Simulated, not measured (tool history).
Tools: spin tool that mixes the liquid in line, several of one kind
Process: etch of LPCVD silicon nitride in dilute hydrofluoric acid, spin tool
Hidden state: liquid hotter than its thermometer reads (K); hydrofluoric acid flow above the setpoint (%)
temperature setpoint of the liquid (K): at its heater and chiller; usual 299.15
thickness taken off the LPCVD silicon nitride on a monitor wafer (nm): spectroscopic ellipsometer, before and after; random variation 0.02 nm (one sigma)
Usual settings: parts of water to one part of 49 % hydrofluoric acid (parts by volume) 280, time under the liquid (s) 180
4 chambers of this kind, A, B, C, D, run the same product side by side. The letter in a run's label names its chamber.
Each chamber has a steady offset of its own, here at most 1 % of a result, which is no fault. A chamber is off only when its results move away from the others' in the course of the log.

run   hour  temperature setpoint of the liquid (K)  parts of water to one part of 49 % hydrofluoric acid (parts by volume)  time under the liquid (s)  hours since the thermometer was replaced  hours since the hydrofluoric acid flow meter was replaced  read-back film thickness of the LPCVD silicon nitride reference wafer, read on the same gauge (nm)  thickness taken off the LPCVD silicon nitride on a monitor wafer (nm)
 1A    3.6                                  299.15                                                                     280                        180                                       992                                                      391.9                                                                                              80.015                                                                0.32274
 2D    6.7                                  299.15                                                                     280                        180                                     153.4                                                        624                                                                                                  80                                                                0.31598
 3B    9.7                                  299.15                                                                     280                        180                                     507.3                                                      145.7                                                                                               79.97                                                                 0.2994
 4C   13.4                                  299.15                                                                     280                        180                                     263.8                                                     1568.6                                                                                              79.984                                                                0.29864
 5B   16.2                                  299.15                                                                     280                        180                                     513.8                                                      152.2                                                                                               79.97                                                                 0.3197
 6D     20                                  299.15                                                                     280                        180                                     166.7                                                      637.3                                                                                              80.013                                                                 0.3381
 7C   23.7                                  299.15                                                                     280                        180                                     274.1                                                     1578.9                                                                                              79.967                                                                0.34533
 8A   26.2                                  299.15                                                                     280                        180                                    1014.6                                                      414.5                                                                                              80.056                                                                0.29955
 9D   29.9                                  299.15                                                                     280                        180                                     176.6                                                      647.2                                                                                               79.99                                                                0.31374
10C   33.2                                  299.15                                                                     280                        180                                     283.6                                                     1588.4                                                                                               79.96                                                                0.31878
11B   37.6                                  299.15                                                                     280                        180                                     535.2                                                      173.6                                                                                              79.999                                                                0.28487
12A   39.7                                  299.15                                                                     280                        180                                    1028.1                                                        428                                                                                              80.001                                                                0.30003
13A   41.9                                  299.15                                                                     280                        180                                    1030.3                                                      430.2                                                                                              79.995                                                                 0.3091
14D   45.4                                  299.15                                                                     280                        180                                     192.1                                                      662.7                                                                                              80.038                                                                0.27399
15B   48.9                                  299.15                                                                     280                        180                                     546.5                                                      184.9                                                                                                  80                                                                 0.2966
16C   53.3                                  299.15                                                                     400                        180                                     303.7                                                     1608.5                                                                                               79.99                                                                0.22416
17A   57.9                                  299.15                                                                     400                        180                                    1046.3                                                      446.2                                                                                              80.015                                                                0.21823
18B   62.6                                  299.15                                                                     400                        180                                     560.2                                                      198.6                                                                                              80.014                                                                0.20055
19D     65                                  299.15                                                                     400                        180                                     211.7                                                      682.3                                                                                              80.015                                                                0.23269
20C   67.1                                  299.15                                                                     280                        180                                     317.5                                                     1622.3                                                                                              79.977                                                                 0.3014
21A   70.2                                  299.15                                                                     280                        180                                    1058.6                                                      458.5                                                                                              80.007                                                                0.30038
22B   74.8                                  299.15                                                                     280                        180                                     572.4                                                      210.8                                                                                              80.003                                                                0.33095
23D   77.5                                  299.15                                                                     280                        180                                     224.2                                                      694.8                                                                                              79.991                                                                0.33113
24C   80.6                                  299.15                                                                     280                        180                                       331                                                     1635.8                                                                                              79.974                                                                0.29578
25D   84.6                                  299.15                                                                     280                        180                                     231.3                                                      701.9                                                                                              79.958                                                                0.30062
26B   87.4                                  299.15                                                                     280                        180                                       585                                                      223.4                                                                                              79.993                                                                0.30224
27A   90.7                                  299.15                                                                     280                        180                                    1079.1                                                        479                                                                                              80.006                                                                0.28372
28C   93.2                                  299.15                                                                     280                        180                                     343.6                                                     1648.4                                                                                              80.021                                                                0.34017
29D   97.6                                  299.15                                                                     280                        180                                     244.3                                                      714.9                                                                                              79.995                                                                0.32411
30B  100.9                                  295.15                                                                     380                        180                                     598.5                                                      236.9                                                                                              79.988                                                                0.17802
31A  104.5                                  295.15                                                                     380                        180                                    1092.9                                                      492.8                                                                                              79.997                                                                0.18379
32C    109                                  295.15                                                                     380                        180                                     359.4                                                     1664.2                                                                                              79.983                                                                0.17573
33C  113.4                                  295.15                                                                     380                        180                                     363.8                                                     1668.6                                                                                              79.981                                                                0.17139
34D  115.8                                  303.65                                                                     280                        115                                     262.5                                                      733.1                                                                                              80.018                                                                0.25604
35A  117.9                                  303.65                                                                     280                        115                                    1106.3                                                      506.2                                                                                              79.962                                                                0.25145
36B  121.2                                  303.65                                                                     280                        115                                     618.8                                                      257.2                                                                                              80.045                                                                0.28548
37C  123.4                                  303.65                                                                     280                        115                                     373.8                                                     1678.6                                                                                              79.996                                                                0.26302
38A  126.8                                  299.15                                                                     280                        180                                    1115.2                                                      515.1                                                                                              79.992                                                                0.28805

Is one chamber off against the others, does the gauge drift, or is nothing wrong? If a chamber is off, say which, and what the likeliest cause is.

No chamber stands off beyond its own small offset, and the gauge holds steady.
